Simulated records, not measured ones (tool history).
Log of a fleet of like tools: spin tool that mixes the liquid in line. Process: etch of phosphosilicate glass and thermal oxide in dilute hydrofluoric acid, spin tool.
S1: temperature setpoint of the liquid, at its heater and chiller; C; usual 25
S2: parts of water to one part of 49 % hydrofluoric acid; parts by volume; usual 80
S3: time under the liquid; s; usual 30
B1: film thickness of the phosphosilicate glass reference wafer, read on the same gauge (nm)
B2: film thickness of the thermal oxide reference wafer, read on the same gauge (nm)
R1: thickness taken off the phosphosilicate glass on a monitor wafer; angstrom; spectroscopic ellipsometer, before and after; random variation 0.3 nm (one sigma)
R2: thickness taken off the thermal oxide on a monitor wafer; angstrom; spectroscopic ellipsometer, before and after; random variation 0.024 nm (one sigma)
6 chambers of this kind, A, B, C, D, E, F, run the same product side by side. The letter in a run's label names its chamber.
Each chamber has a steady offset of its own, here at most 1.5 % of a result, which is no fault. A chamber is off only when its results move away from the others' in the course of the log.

{"run": "1D", "hour": 10.3, "S1": 25, "S2": 80, "S3": 30, "B1": 59.996, "B2": 109.99, "R1": 439.09, "R2": 20.012}
{"run": "2E", "hour": 17.3, "S1": 25, "S2": 80, "S3": 30, "B1": 59.983, "B2": 110.02, "R1": 431.19, "R2": 19.117}
{"run": "3A", "hour": 29.4, "S1": 25, "S2": 80, "S3": 30, "B1": 60.013, "B2": 110.02, "R1": 427.91, "R2": 19.378}
{"run": "4B", "hour": 44.5, "S1": 25, "S2": 80, "S3": 30, "B1": 60.01, "B2": 110.02, "R1": 436.41, "R2": 19.67}
{"run": "5F", "hour": 56.3, "S1": 25, "S2": 80, "S3": 30, "B1": 59.997, "B2": 110, "R1": 440.04, "R2": 19.664}
{"hour": 63.5, "done": "chamber C: hydrofluoric acid flow meter replaced"}
{"run": "6C", "hour": 67.1, "S1": 25, "S2": 80, "S3": 30, "B1": 60.013, "B2": 109.99, "R1": 434.74, "R2": 18.674}
{"run": "7F", "hour": 78.7, "S1": 25, "S2": 80, "S3": 30, "B1": 60.006, "B2": 109.98, "R1": 438.94, "R2": 19.524}
{"hour": 81.7, "done": "chamber A: thermometer replaced"}
{"run": "8B", "hour": 88.8, "S1": 25, "S2": 80, "S3": 30, "B1": 60.017, "B2": 110, "R1": 439.96, "R2": 19.585}
{"run": "9C", "hour": 97.8, "S1": 25, "S2": 80, "S3": 30, "B1": 59.989, "B2": 110.02, "R1": 441.23, "R2": 19.325}
{"run": "10E", "hour": 112.3, "S1": 25, "S2": 80, "S3": 30, "B1": 59.984, "B2": 110.03, "R1": 431, "R2": 19.486}
{"run": "11D", "hour": 124.7, "S1": 25, "S2": 80, "S3": 30, "B1": 60.011, "B2": 110, "R1": 440.33, "R2": 19.7}
{"run": "12A", "hour": 134.2, "S1": 25, "S2": 80, "S3": 30, "B1": 60.018, "B2": 110.01, "R1": 436.04, "R2": 19.071}
{"run": "13D", "hour": 145.2, "S1": 25, "S2": 80, "S3": 30, "B1": 59.985, "B2": 109.98, "R1": 438.13, "R2": 19.693}
{"hour": 146.9, "done": "chamber E: hydrofluoric acid flow meter replaced"}
{"run": "14B", "hour": 157.0, "S1": 25, "S2": 80, "S3": 30, "B1": 59.998, "B2": 109.99, "R1": 434.84, "R2": 19.694}
{"run": "15F", "hour": 164.5, "S1": 25, "S2": 80, "S3": 30, "B1": 59.995, "B2": 110.02, "R1": 438.92, "R2": 19.372}
{"run": "16C", "hour": 177.0, "S1": 25, "S2": 80, "S3": 30, "B1": 60.004, "B2": 109.99, "R1": 440.66, "R2": 19.468}
{"run": "17A", "hour": 189.8, "S1": 25, "S2": 80, "S3": 30, "B1": 60.02, "B2": 109.98, "R1": 434.35, "R2": 19.221}
{"run": "18E", "hour": 199.4, "S1": 25, "S2": 80, "S3": 30, "B1": 60.01, "B2": 109.98, "R1": 438.25, "R2": 19.397}
{"run": "19B", "hour": 211.1, "S1": 25, "S2": 80, "S3": 40, "B1": 60.013, "B2": 109.97, "R1": 581.83, "R2": 26.641}
{"run": "20C", "hour": 222.5, "S1": 25, "S2": 80, "S3": 40, "B1": 59.994, "B2": 110.02, "R1": 591, "R2": 25.926}
{"run": "21D", "hour": 233.4, "S1": 25, "S2": 80, "S3": 40, "B1": 59.995, "B2": 109.96, "R1": 582.17, "R2": 26.378}
{"run": "22E", "hour": 240.9, "S1": 25, "S2": 80, "S3": 40, "B1": 59.992, "B2": 109.99, "R1": 578.85, "R2": 25.064}
{"run": "23F", "hour": 253.5, "S1": 25, "S2": 80, "S3": 40, "B1": 60.002, "B2": 109.98, "R1": 578.63, "R2": 26.378}
{"run": "24A", "hour": 268.1, "S1": 25, "S2": 80, "S3": 40, "B1": 59.981, "B2": 109.99, "R1": 574.04, "R2": 25.829}
{"run": "25B", "hour": 275.1, "S1": 21.5, "S2": 80, "S3": 40, "B1": 59.979, "B2": 110.04, "R1": 513.24, "R2": 22.196}
{"run": "26A", "hour": 282.8, "S1": 21.5, "S2": 80, "S3": 40, "B1": 60.003, "B2": 109.99, "R1": 498.18, "R2": 22.524}
{"run": "27E", "hour": 295.9, "S1": 21.5, "S2": 80, "S3": 40, "B1": 60.004, "B2": 110.05, "R1": 508.75, "R2": 22.096}
{"run": "28C", "hour": 308.1, "S1": 21.5, "S2": 80, "S3": 40, "B1": 60.005, "B2": 109.97, "R1": 502.85, "R2": 22.636}
{"run": "29F", "hour": 322.0, "S1": 21.5, "S2": 80, "S3": 40, "B1": 60.023, "B2": 110, "R1": 508.3, "R2": 22.272}
{"run": "30D", "hour": 337.0, "S1": 21.5, "S2": 80, "S3": 40, "B1": 59.996, "B2": 109.95, "R1": 513.44, "R2": 23.407}
{"hour": 338.4, "done": "chamber F: hydrofluoric acid flow meter replaced"}
{"run": "31A", "hour": 346.3, "S1": 25, "S2": 80, "S3": 30, "B1": 59.984, "B2": 110, "R1": 434.09, "R2": 19.511}
{"run": "32E", "hour": 360.1, "S1": 25, "S2": 80, "S3": 30, "B1": 60.003, "B2": 109.97, "R1": 438.81, "R2": 19.555}
{"run": "33D", "hour": 371.3, "S1": 25, "S2": 80, "S3": 30, "B1": 59.978, "B2": 110.01, "R1": 434.35, "R2": 19.764}
{"run": "34C", "hour": 383.9, "S1": 25, "S2": 80, "S3": 30, "B1": 59.992, "B2": 110.03, "R1": 433.95, "R2": 19.589}
{"run": "35B", "hour": 392.4, "S1": 25, "S2": 80, "S3": 30, "B1": 59.988, "B2": 110.02, "R1": 436.61, "R2": 19.608}
{"run": "36F", "hour": 407.9, "S1": 25, "S2": 80, "S3": 30, "B1": 60.006, "B2": 110.01, "R1": 438.88, "R2": 19.455}
{"run": "37C", "hour": 416.5, "S1": 25, "S2": 80, "S3": 30, "B1": 60.011, "B2": 110.03, "R1": 435.41, "R2": 20.057}
{"run": "38D", "hour": 428.1, "S1": 25, "S2": 80, "S3": 30, "B1": 59.983, "B2": 110.01, "R1": 442.41, "R2": 19.729}
{"hour": 435.4, "done": "chamber A: hydrofluoric acid flow meter replaced"}
{"run": "39A", "hour": 436.3, "S1": 25, "S2": 80, "S3": 30, "B1": 60.008, "B2": 110.01, "R1": 439.42, "R2": 19.349}
{"run": "40B", "hour": 446.7, "S1": 25, "S2": 80, "S3": 30, "B1": 60.012, "B2": 110.02, "R1": 440.6, "R2": 19.561}

Next, every chamber runs the same settings. What will each give?
{"run": "41A", "hour": 457.8, "S1": 25, "S2": 100, "S3": 30, "R1": "?", "R2": "?"}
{"run": "41B", "hour": 457.8, "S1": 25, "S2": 100, "S3": 30, "R1": "?", "R2": "?"}
{"run": "41C", "hour": 457.8, "S1": 25, "S2": 100, "S3": 30, "R1": "?", "R2": "?"}
{"run": "41D", "hour": 457.8, "S1": 25, "S2": 100, "S3": 30, "R1": "?", "R2": "?"}
{"run": "41E", "hour": 457.8, "S1": 25, "S2": 100, "S3": 30, "R1": "?", "R2": "?"}
{"run": "41F", "hour": 457.8, "S1": 25, "S2": 100, "S3": 30, "R1": "?", "R2": "?"}

run=41A R1=336.31 R2=14.898
run=41B R1=344.68 R2=15.052
run=41C R1=342.03 R2=15.256
run=41D R1=342.85 R2=15.66
run=41E R1=337.75 R2=15.083
run=41F R1=342.06 R2=14.77
